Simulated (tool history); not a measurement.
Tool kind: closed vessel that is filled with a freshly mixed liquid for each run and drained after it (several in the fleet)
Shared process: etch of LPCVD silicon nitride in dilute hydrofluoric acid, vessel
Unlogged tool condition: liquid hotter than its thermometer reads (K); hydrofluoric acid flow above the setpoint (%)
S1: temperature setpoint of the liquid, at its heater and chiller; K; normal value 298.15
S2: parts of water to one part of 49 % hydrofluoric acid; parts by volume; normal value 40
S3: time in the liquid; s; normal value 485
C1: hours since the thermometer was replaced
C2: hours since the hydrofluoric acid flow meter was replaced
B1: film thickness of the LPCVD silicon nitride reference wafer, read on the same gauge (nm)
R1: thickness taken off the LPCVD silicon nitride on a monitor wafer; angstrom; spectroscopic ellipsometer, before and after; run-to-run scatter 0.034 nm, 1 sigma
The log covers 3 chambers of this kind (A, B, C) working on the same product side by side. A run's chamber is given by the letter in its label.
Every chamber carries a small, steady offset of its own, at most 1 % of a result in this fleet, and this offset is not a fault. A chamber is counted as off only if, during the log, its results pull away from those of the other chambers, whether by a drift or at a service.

{"run": "1A", "day": 0.562, "S1": 298.15, "S2": 40, "S3": 485, "C1": 812.9, "C2": 233.9, "B1": 30.028, "R1": 65.782}
{"run": "2B", "day": 0.975, "S1": 298.15, "S2": 40, "S3": 485, "C1": 558.5, "C2": 1674.6, "B1": 29.96, "R1": 65.478}
{"run": "3C", "day": 1.554, "S1": 298.15, "S2": 40, "S3": 485, "C1": 1986, "C2": 1245.1, "B1": 30.059, "R1": 66.04}
{"run": "4C", "day": 2.012, "S1": 298.15, "S2": 40, "S3": 485, "C1": 1997, "C2": 1256.1, "B1": 30.025, "R1": 65.783}
{"run": "5B", "day": 2.571, "S1": 298.15, "S2": 40, "S3": 485, "C1": 596.8, "C2": 1712.9, "B1": 30.022, "R1": 65.843}
{"run": "6A", "day": 3.067, "S1": 298.15, "S2": 40, "S3": 485, "C1": 873, "C2": 294, "B1": 29.995, "R1": 64.761}
{"day": 3.296, "done": "chamber C: hydrofluoric acid flow meter replaced"}
{"run": "7A", "day": 3.579, "S1": 298.15, "S2": 40, "S3": 485, "C1": 885.3, "C2": 306.3, "B1": 30.003, "R1": 65.456}
{"run": "8C", "day": 4.0, "S1": 296.15, "S2": 40, "S3": 485, "C1": 2044.7, "C2": 17, "B1": 29.995, "R1": 57.276}
{"run": "9B", "day": 4.5, "S1": 296.15, "S2": 40, "S3": 485, "C1": 643.1, "C2": 1759.2, "B1": 30.016, "R1": 57.342}
{"run": "10B", "day": 4.888, "S1": 296.15, "S2": 40, "S3": 485, "C1": 652.4, "C2": 1768.5, "B1": 29.972, "R1": 57.564}
{"run": "11C", "day": 5.508, "S1": 298.15, "S2": 40, "S3": 485, "C1": 2080.9, "C2": 53.2, "B1": 29.994, "R1": 65.742}
{"run": "12A", "day": 6.025, "S1": 298.15, "S2": 40, "S3": 485, "C1": 944, "C2": 365, "B1": 30.005, "R1": 65.371}
{"run": "13B", "day": 6.371, "S1": 298.15, "S2": 40, "S3": 485, "C1": 688, "C2": 1804.1, "B1": 29.988, "R1": 65.847}
{"run": "14A", "day": 7.029, "S1": 298.15, "S2": 40, "S3": 485, "C1": 968.1, "C2": 389.1, "B1": 30.036, "R1": 65.362}
{"run": "15C", "day": 7.662, "S1": 298.15, "S2": 40, "S3": 485, "C1": 2132.6, "C2": 104.9, "B1": 29.984, "R1": 66.037}
{"run": "16C", "day": 8.058, "S1": 298.15, "S2": 40, "S3": 485, "C1": 2142.1, "C2": 114.4, "B1": 30.017, "R1": 66.264}
{"run": "17A", "day": 8.467, "S1": 298.15, "S2": 40, "S3": 485, "C1": 1002.6, "C2": 423.6, "B1": 29.972, "R1": 66.166}
{"run": "18B", "day": 8.875, "S1": 298.15, "S2": 40, "S3": 485, "C1": 748.1, "C2": 1864.2, "B1": 29.992, "R1": 65.779}
{"run": "19B", "day": 9.179, "S1": 298.15, "S2": 40, "S3": 485, "C1": 755.4, "C2": 1871.5, "B1": 29.991, "R1": 66.007}
{"run": "20C", "day": 9.483, "S1": 298.15, "S2": 40, "S3": 485, "C1": 2176.3, "C2": 148.6, "B1": 30.017, "R1": 65.455}
{"run": "21A", "day": 9.954, "S1": 298.15, "S2": 40, "S3": 485, "C1": 1038.3, "C2": 459.3, "B1": 30.043, "R1": 65.981}
{"run": "22A", "day": 10.246, "S1": 299.65, "S2": 40, "S3": 360, "C1": 1045.3, "C2": 466.3, "B1": 29.982, "R1": 55.012}
{"run": "23B", "day": 10.55, "S1": 299.65, "S2": 40, "S3": 360, "C1": 788.3, "C2": 1904.4, "B1": 29.999, "R1": 53.855}
{"day": 10.688, "done": "chamber B: hydrofluoric acid flow meter replaced"}
{"run": "24C", "day": 10.883, "S1": 299.65, "S2": 40, "S3": 360, "C1": 2209.9, "C2": 182.2, "B1": 30.059, "R1": 53.83}
{"run": "25A", "day": 11.45, "S1": 298.15, "S2": 40, "S3": 485, "C1": 1074.2, "C2": 495.2, "B1": 30.053, "R1": 66.778}
{"run": "26B", "day": 11.925, "S1": 298.15, "S2": 40, "S3": 485, "C1": 821.3, "C2": 29.7, "B1": 29.997, "R1": 66.272}
{"run": "27C", "day": 12.417, "S1": 298.15, "S2": 25, "S3": 760, "C1": 2246.7, "C2": 219, "B1": 30.003, "R1": 162.87}
{"run": "28A", "day": 12.829, "S1": 298.15, "S2": 25, "S3": 760, "C1": 1107.3, "C2": 528.3, "B1": 29.984, "R1": 169.3}
{"run": "29B", "day": 13.171, "S1": 298.15, "S2": 25, "S3": 760, "C1": 851.2, "C2": 59.6, "B1": 30.042, "R1": 161.9}
{"run": "30C", "day": 13.758, "S1": 298.15, "S2": 40, "S3": 485, "C1": 2278.9, "C2": 251.2, "B1": 29.926, "R1": 65.513}
{"run": "31A", "day": 14.096, "S1": 298.15, "S2": 40, "S3": 485, "C1": 1137.7, "C2": 558.7, "B1": 29.994, "R1": 68.276}
{"run": "32B", "day": 14.558, "S1": 298.15, "S2": 40, "S3": 485, "C1": 884.5, "C2": 92.9, "B1": 29.996, "R1": 65.974}
{"run": "33C", "day": 14.912, "S1": 298.15, "S2": 40, "S3": 485, "C1": 2306.6, "C2": 278.9, "B1": 30.056, "R1": 65.348}
{"run": "34C", "day": 15.238, "S1": 298.15, "S2": 40, "S3": 485, "C1": 2314.4, "C2": 286.7, "B1": 29.975, "R1": 65.581}

One chamber off, gauge drift, or nothing amiss beyond the chambers' own small offsets? If it is a chamber, which one, and what is the likeliest cause?

Little by little, chamber A moves away from the other chambers.
What lies behind it: liquid hotter than its thermometer reads (K) = 0.802.
With only this log, it may be confused with: hydrofluoric acid flow above the setpoint (%).

Below are 4 candidate recipes for chamber A's next run, each the usual settings with a change, their results shown as question marks. Which of them brings A's results back in line with what the other chambers give on the usual settings?
Allowed miss from the other chambers' usual-settings mean, per result, to count as in line: R1 1.2 angstrom
{"run": "35A-1", "day": 15.712, "S1": 298.15, "S2": 40, "S3": 465, "R1": "?"}
{"run": "35A-2", "day": 15.712, "S1": 298.15, "S2": 40, "S3": 490, "R1": "?"}
{"run": "35A-3", "day": 15.712, "S1": 298.15, "S2": 40, "S3": 480, "R1": "?"}
{"run": "35A-4", "day": 15.712, "S1": 298.15, "S2": 40, "S3": 505, "R1": "?"}

What the other chambers average on the usual settings: R1 65.814 angstrom
run=35A-1 R1=65.807
run=35A-2 R1=69.345
run=35A-3 R1=67.93
run=35A-4 R1=71.468
35A-1 puts the chamber back in line with the other chambers.
